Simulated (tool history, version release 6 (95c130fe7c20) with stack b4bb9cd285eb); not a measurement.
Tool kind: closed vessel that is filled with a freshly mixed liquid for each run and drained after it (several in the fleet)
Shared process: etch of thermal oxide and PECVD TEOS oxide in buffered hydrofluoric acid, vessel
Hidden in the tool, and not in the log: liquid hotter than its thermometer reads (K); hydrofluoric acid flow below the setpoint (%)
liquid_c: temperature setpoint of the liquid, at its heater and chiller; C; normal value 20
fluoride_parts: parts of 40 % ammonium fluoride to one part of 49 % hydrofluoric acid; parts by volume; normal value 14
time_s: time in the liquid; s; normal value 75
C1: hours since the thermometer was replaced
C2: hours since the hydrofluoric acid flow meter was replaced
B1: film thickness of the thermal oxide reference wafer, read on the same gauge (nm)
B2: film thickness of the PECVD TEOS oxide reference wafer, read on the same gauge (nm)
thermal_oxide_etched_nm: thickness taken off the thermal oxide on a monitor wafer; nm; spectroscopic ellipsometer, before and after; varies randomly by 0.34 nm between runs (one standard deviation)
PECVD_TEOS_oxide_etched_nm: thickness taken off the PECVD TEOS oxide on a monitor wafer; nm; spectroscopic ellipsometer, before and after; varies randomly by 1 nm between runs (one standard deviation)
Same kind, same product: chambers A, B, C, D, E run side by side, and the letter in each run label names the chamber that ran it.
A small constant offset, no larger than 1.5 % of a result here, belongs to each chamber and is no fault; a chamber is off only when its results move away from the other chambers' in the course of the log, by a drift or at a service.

Run 1E, hour 8.2: usual settings; C1 565.8; C2 782.9; B1 49.987; B2 130. Result: thermal_oxide_etched_nm 48.032 nm, PECVD_TEOS_oxide_etched_nm 162.91 nm.
Run 2C, hour 21.9: usual settings; C1 248.9; C2 1076.3; B1 49.999; B2 129.97. Result: thermal_oxide_etched_nm 49.582 nm, PECVD_TEOS_oxide_etched_nm 166.19 nm.
Run 3B, hour 31.1: usual settings; C1 114.9; C2 32.1; B1 50.004; B2 129.98. Result: thermal_oxide_etched_nm 48.922 nm, PECVD_TEOS_oxide_etched_nm 164.97 nm.
Run 4A, hour 38.5: usual settings; C1 552.1; C2 144.3; B1 49.956; B2 129.99. Result: thermal_oxide_etched_nm 49.046 nm, PECVD_TEOS_oxide_etched_nm 164.76 nm.
Run 5D, hour 46: usual settings; C1 1882.1; C2 1600.3; B1 50.008; B2 129.97. Result: thermal_oxide_etched_nm 49.088 nm, PECVD_TEOS_oxide_etched_nm 164.8 nm.
Run 6E, hour 58: usual settings; C1 615.6; C2 832.7; B1 50.005; B2 129.99. Result: thermal_oxide_etched_nm 48.474 nm, PECVD_TEOS_oxide_etched_nm 164.75 nm.
Run 7A, hour 65.7: usual settings; C1 579.3; C2 171.5; B1 49.999; B2 129.99. Result: thermal_oxide_etched_nm 48.433 nm, PECVD_TEOS_oxide_etched_nm 164.92 nm.
Run 8B, hour 71.9: usual settings; C1 155.7; C2 72.9; B1 49.999; B2 129.97. Result: thermal_oxide_etched_nm 48.31 nm, PECVD_TEOS_oxide_etched_nm 166.87 nm.
Run 9C, hour 83.8: usual settings; C1 310.8; C2 1138.2; B1 50.021; B2 130. Result: thermal_oxide_etched_nm 49.419 nm, PECVD_TEOS_oxide_etched_nm 162.92 nm.
Run 10D, hour 92.4: usual settings but fluoride_parts 17.5 parts by volume; C1 1928.5; C2 1646.7; B1 49.973; B2 130. Result: thermal_oxide_etched_nm 38.893 nm, PECVD_TEOS_oxide_etched_nm 133.32 nm.
Run 11C, hour 102.5: usual settings but fluoride_parts 17.5 parts by volume; C1 329.5; C2 1156.9; B1 49.995; B2 130. Result: thermal_oxide_etched_nm 39.086 nm, PECVD_TEOS_oxide_etched_nm 133.41 nm.
Run 12E, hour 110.6: usual settings but fluoride_parts 17.5 parts by volume; C1 668.2; C2 885.3; B1 49.997; B2 130.02. Result: thermal_oxide_etched_nm 38.305 nm, PECVD_TEOS_oxide_etched_nm 131.72 nm.
Run 13A, hour 123.9: usual settings but fluoride_parts 17.5 parts by volume; C1 637.5; C2 229.7; B1 49.975; B2 130.01. Result: thermal_oxide_etched_nm 39.529 nm, PECVD_TEOS_oxide_etched_nm 133.4 nm.
Run 14B, hour 133.5: usual settings but fluoride_parts 17.5 parts by volume; C1 217.3; C2 134.5; B1 50.032; B2 129.98. Result: thermal_oxide_etched_nm 39.03 nm, PECVD_TEOS_oxide_etched_nm 133.92 nm.
Run 15D, hour 143.6: usual settings; C1 1979.7; C2 1697.9; B1 49.992; B2 129.99. Result: thermal_oxide_etched_nm 48.412 nm, PECVD_TEOS_oxide_etched_nm 164.24 nm.
Run 16C, hour 156.8: usual settings; C1 383.8; C2 1211.2; B1 49.993; B2 130. Result: thermal_oxide_etched_nm 49.02 nm, PECVD_TEOS_oxide_etched_nm 164.82 nm.
Run 17D, hour 169.1: usual settings; C1 2005.2; C2 1723.4; B1 49.98; B2 129.99. Result: thermal_oxide_etched_nm 49.108 nm, PECVD_TEOS_oxide_etched_nm 164.16 nm.
Run 18B, hour 175.4: usual settings but liquid_c 24.5 C, time_s 100 s; C1 259.2; C2 176.4; B1 50.023; B2 129.99. Result: thermal_oxide_etched_nm 82.347 nm, PECVD_TEOS_oxide_etched_nm 284.04 nm.
Run 19E, hour 183.2: usual settings but liquid_c 24.5 C, time_s 100 s; C1 740.8; C2 957.9; B1 50.023; B2 130. Result: thermal_oxide_etched_nm 82.198 nm, PECVD_TEOS_oxide_etched_nm 279.54 nm.
Run 20A, hour 190.5: usual settings but liquid_c 24.5 C, time_s 100 s; C1 704.1; C2 296.3; B1 50.019; B2 130.02. Result: thermal_oxide_etched_nm 83.939 nm, PECVD_TEOS_oxide_etched_nm 285.33 nm.
Run 21B, hour 199.2: usual settings but liquid_c 24.5 C, time_s 100 s; C1 283; C2 200.2; B1 49.978; B2 130.02. Result: thermal_oxide_etched_nm 83.118 nm, PECVD_TEOS_oxide_etched_nm 282.48 nm.
Run 22C, hour 207.6: usual settings but liquid_c 24.5 C, time_s 100 s; C1 434.6; C2 1262; B1 50.002; B2 129.99. Result: thermal_oxide_etched_nm 83.585 nm, PECVD_TEOS_oxide_etched_nm 280.26 nm.
Run 23E, hour 217.9: usual settings; C1 775.5; C2 992.6; B1 49.99; B2 129.99. Result: thermal_oxide_etched_nm 48.705 nm, PECVD_TEOS_oxide_etched_nm 163.91 nm.
Run 24D, hour 226.9: usual settings; C1 2063; C2 1781.2; B1 50.014; B2 130. Result: thermal_oxide_etched_nm 49.179 nm, PECVD_TEOS_oxide_etched_nm 163.87 nm.
Run 25A, hour 239.1: usual settings; C1 752.7; C2 344.9; B1 49.988; B2 130. Result: thermal_oxide_etched_nm 49.184 nm, PECVD_TEOS_oxide_etched_nm 167.24 nm.
At hour 246.5: chamber D: hydrofluoric acid flow meter replaced.
Run 26A, hour 248.1: usual settings; C1 761.7; C2 353.9; B1 50.017; B2 130.04. Result: thermal_oxide_etched_nm 48.433 nm, PECVD_TEOS_oxide_etched_nm 164.91 nm.
Run 27B, hour 255.9: usual settings; C1 339.7; C2 256.9; B1 50.011; B2 129.99. Result: thermal_oxide_etched_nm 48.583 nm, PECVD_TEOS_oxide_etched_nm 166.99 nm.
Run 28E, hour 263.4: usual settings; C1 821; C2 1038.1; B1 49.98; B2 130. Result: thermal_oxide_etched_nm 48.223 nm, PECVD_TEOS_oxide_etched_nm 163.31 nm.
Run 29D, hour 276: usual settings; C1 2112.1; C2 29.6; B1 49.95; B2 130.04. Result: thermal_oxide_etched_nm 48.598 nm, PECVD_TEOS_oxide_etched_nm 163.68 nm.
Run 30C, hour 283: usual settings; C1 510; C2 1337.4; B1 50.015; B2 130.02. Result: thermal_oxide_etched_nm 49.09 nm, PECVD_TEOS_oxide_etched_nm 165.9 nm.
Run 31C, hour 296.6: usual settings; C1 523.6; C2 1351; B1 50.043; B2 130.01. Result: thermal_oxide_etched_nm 49.603 nm, PECVD_TEOS_oxide_etched_nm 163.74 nm.
Run 32A, hour 307.3: usual settings; C1 820.9; C2 413.1; B1 50.024; B2 130. Result: thermal_oxide_etched_nm 48.909 nm, PECVD_TEOS_oxide_etched_nm 165.42 nm.
Run 33D, hour 320.9: usual settings; C1 2157; C2 74.5; B1 49.999; B2 129.99. Result: thermal_oxide_etched_nm 48.966 nm, PECVD_TEOS_oxide_etched_nm 164.2 nm.
Run 34B, hour 332.6: usual settings but liquid_c 18 C; C1 416.4; C2 333.6; B1 49.961; B2 130.03. Result: thermal_oxide_etched_nm 43.99 nm, PECVD_TEOS_oxide_etched_nm 147.49 nm.
At hour 335.5: chamber C: hydrofluoric acid flow meter replaced.
Run 35E, hour 345.2: usual settings but liquid_c 18 C; C1 902.8; C2 1119.9; B1 50.042; B2 130. Result: thermal_oxide_etched_nm 43.012 nm, PECVD_TEOS_oxide_etched_nm 145.66 nm.
Run 36A, hour 355.7: usual settings but liquid_c 18 C; C1 869.3; C2 461.5; B1 49.971; B2 129.99. Result: thermal_oxide_etched_nm 43.651 nm, PECVD_TEOS_oxide_etched_nm 147.29 nm.
Run 37C, hour 366: usual settings but liquid_c 18 C; C1 593; C2 30.6; B1 50.006; B2 129.98. Result: thermal_oxide_etched_nm 43.943 nm, PECVD_TEOS_oxide_etched_nm 148.4 nm.
Run 38E, hour 378: usual settings but liquid_c 18 C; C1 935.6; C2 1152.7; B1 49.975; B2 130. Result: thermal_oxide_etched_nm 43.081 nm, PECVD_TEOS_oxide_etched_nm 144.81 nm.
Run 39D, hour 389.9: usual settings but time_s 95 s; C1 2226; C2 143.5; B1 50.012; B2 129.98. Result: thermal_oxide_etched_nm 62.317 nm, PECVD_TEOS_oxide_etched_nm 207.52 nm.
Run 40B, hour 401.6: usual settings but time_s 95 s; C1 485.4; C2 402.6; B1 50.004; B2 129.99. Result: thermal_oxide_etched_nm 61.401 nm, PECVD_TEOS_oxide_etched_nm 211.49 nm.

Each of the 5 chambers runs these same settings next. Fill in every chamber's results:
Run 41A, hour 411.4: usual settings but fluoride_parts 15.5 parts by volume. Result: thermal_oxide_etched_nm ?, PECVD_TEOS_oxide_etched_nm ?.
Run 41B, hour 411.4: usual settings but fluoride_parts 15.5 parts by volume. Result: thermal_oxide_etched_nm ?, PECVD_TEOS_oxide_etched_nm ?.
Run 41C, hour 411.4: usual settings but fluoride_parts 15.5 parts by volume. Result: thermal_oxide_etched_nm ?, PECVD_TEOS_oxide_etched_nm ?.
Run 41D, hour 411.4: usual settings but fluoride_parts 15.5 parts by volume. Result: thermal_oxide_etched_nm ?, PECVD_TEOS_oxide_etched_nm ?.
Run 41E, hour 411.4: usual settings but fluoride_parts 15.5 parts by volume. Result: thermal_oxide_etched_nm ?, PECVD_TEOS_oxide_etched_nm ?.

run  thermal_oxide_etched_nm  PECVD_TEOS_oxide_etched_nm
41A                   44.175                      149.32
41B                   44.257                      149.11
41C                   44.999                      150.48
41D                   44.507                      148.41
41E                   43.648                      146.02
